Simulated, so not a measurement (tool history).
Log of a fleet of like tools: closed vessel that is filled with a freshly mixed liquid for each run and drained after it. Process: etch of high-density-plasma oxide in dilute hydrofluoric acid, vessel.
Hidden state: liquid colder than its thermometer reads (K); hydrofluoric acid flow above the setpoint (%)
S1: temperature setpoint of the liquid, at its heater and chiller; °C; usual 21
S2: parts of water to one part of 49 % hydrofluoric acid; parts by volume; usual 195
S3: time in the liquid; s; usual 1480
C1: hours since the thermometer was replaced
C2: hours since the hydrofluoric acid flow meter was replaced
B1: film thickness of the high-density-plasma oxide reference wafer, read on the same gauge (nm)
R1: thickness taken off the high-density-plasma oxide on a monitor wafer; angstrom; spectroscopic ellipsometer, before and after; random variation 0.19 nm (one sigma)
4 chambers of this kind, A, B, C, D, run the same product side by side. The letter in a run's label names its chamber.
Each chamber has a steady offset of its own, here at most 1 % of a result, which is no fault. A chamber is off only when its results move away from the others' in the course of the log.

run	hour	S1	S2	S3	C1	C2	B1	R1
1B	6.9	21	195	1480	840	184.7	140.01	370.7
2A	14.5	21	195	1480	1284.6	989.3	140.01	378.46
3D	22.6	21	195	1480	2146.4	919.6	139.98	376.45
4C	28.5	21	195	1480	1186.1	1009.7	140	367.56
5A	32.9	21	195	1480	1303	1007.7	140.01	375.69
6D	38.6	21	195	1480	2162.4	935.6	139.98	373.45
7C	46.3	21	195	1480	1203.9	1027.5	139.99	371.21
8B	50.7	21	195	1480	883.8	228.5	140	369.66
# hour 54.7: chamber C: thermometer replaced
9D	58.7	21	195	1480	2182.5	955.7	139.98	378.04
10C	66.9	21	195	1480	12.2	1048.1	139.98	369.13
11A	75.3	21	195	1480	1345.4	1050.1	140	375.55
12B	81.1	21	195	1480	914.2	258.9	140.01	369.17
13C	85.7	21	195	1480	31	1066.9	140.02	370.82
14D	90.6	21	195	1480	2214.4	987.6	140	375.18
15A	96.3	21	195	1480	1366.4	1071.1	139.99	371.33
16B	103.1	21	195	1480	936.2	280.9	140.01	377.44
17C	109	21	195	1480	54.3	1090.2	139.99	369.92
18A	117.2	21	235	1480	1387.3	1092	140.01	295.54
19D	124.7	21	235	1480	2248.5	1021.7	140	295.92
20B	132.9	21	235	1480	966	310.7	140.02	296.89
21B	140.5	21	235	1480	973.6	318.3	140	298.44
22C	148.2	23	195	2115	93.5	1129.4	139.99	569.58
23A	154.7	23	195	2115	1424.8	1129.5	140.01	559.83
24D	161.3	23	195	2115	2285.1	1058.3	139.99	578.12
25A	168.5	23	195	2115	1438.6	1143.3	140	555.93
26B	172.4	21	195	1480	1005.5	350.2	140.01	371.5
27D	179.3	21	195	1480	2303.1	1076.3	140	375.58
28C	184.5	21	270	2100	129.8	1165.7	139.99	348.93
29C	189.7	21	270	2100	135	1170.9	140	355.75
30D	194.6	21	270	2100	2318.4	1091.6	140.01	356.14
31A	199.3	21	270	2100	1469.4	1174.1	140	339.83
32B	206.3	21	105	2035	1039.4	384.1	140	1027.6
33A	212.3	21	105	2035	1482.4	1187.1	139.99	962.39
34C	217.2	21	105	2035	162.5	1198.4	139.99	1033.3

What goes on in this fleet: one chamber off, a drifting gauge, or nothing beyond the chambers' own small offsets? Name the chamber and the cause, if any.

Chamber A drifts away from the others.
Cause: liquid colder than its thermometer reads (K) = 1.93.
The log may not tell that from: hydrofluoric acid flow below the setpoint (%).

Here are 4 candidates for chamber A's next run, each the usual settings with a change, their results left as question marks. Which one brings its results back in line with what the others give on the usual settings?
In line means no further than this from the other chambers' mean on the usual settings: R1 6.7 angstrom
35A-1	223.4	21	200	1430				?
35A-2	223.4	21	205	1400				?
35A-3	223.4	21	185	1555				?
35A-4	223.4	21	190	1530				?

The other chambers' mean on the usual settings: R1 373 angstrom
run	R1
35A-1	326.68
35A-2	310.62
35A-3	389.33
35A-4	371.29
35A-4 brings the chamber back in line.

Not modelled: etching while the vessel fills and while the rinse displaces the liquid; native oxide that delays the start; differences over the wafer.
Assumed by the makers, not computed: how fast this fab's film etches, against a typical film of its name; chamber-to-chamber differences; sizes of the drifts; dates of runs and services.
